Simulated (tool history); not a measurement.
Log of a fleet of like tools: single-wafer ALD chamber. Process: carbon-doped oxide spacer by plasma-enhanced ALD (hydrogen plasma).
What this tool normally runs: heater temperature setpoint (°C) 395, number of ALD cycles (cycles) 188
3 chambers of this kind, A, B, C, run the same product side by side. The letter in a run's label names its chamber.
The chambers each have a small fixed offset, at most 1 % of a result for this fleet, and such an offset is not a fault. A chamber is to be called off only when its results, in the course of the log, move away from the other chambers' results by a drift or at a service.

run,hour,heater temperature setpoint (°C),number of ALD cycles (cycles),"read-back reference wafer on the same gauge, thickness_nm",mean film thickness on the monitor wafer (nm)
1C,11.1,395,188,11.232,9.4367
2B,26.5,395,188,11.235,9.3358
3A,40.4,395,188,11.237,9.4462
4B,52.1,395,188,11.245,9.3451
5A,62.2,395,188,11.250,9.4278
# hour 62.5: chamber A: thermocouple changed; heater temperature recalibrated
6C,77.5,395,188,11.240,9.4560
7B,89.0,395,188,11.247,9.3418
8C,101.9,395,188,11.259,9.4924
9A,111.0,395,188,11.256,9.4304
10A,123.2,395,188,11.261,9.4293
11B,132.6,395,188,11.259,9.3611
12C,147.5,395,188,11.262,9.4751
13B,161.0,395,188,11.269,9.3786
14C,171.8,395,188,11.273,9.4729
15A,186.7,395,188,11.270,9.4524
16C,198.8,395,188,11.280,9.4794
17A,210.0,395,188,11.278,9.4574
18B,223.3,395,188,11.283,9.3774
19A,236.6,395,188,11.285,9.4587
20C,243.6,395,188,11.288,9.5057
21B,255.9,395,188,11.293,9.4038
22C,269.9,395,188,11.295,9.5145
23A,283.2,395,188,11.298,9.4673
24B,298.2,395,188,11.298,9.3943
25C,310.0,395,188,11.305,9.4999
26A,317.0,395,188,11.306,9.4753

All 3 chambers run these settings next. Forecast each chamber's results:
27A,328.3,403,188,,?
27B,328.3,403,188,,?
27C,328.3,403,188,,?

run,mean film thickness on the monitor wafer (nm)
27A,9.3630
27B,9.3231
27C,9.4418
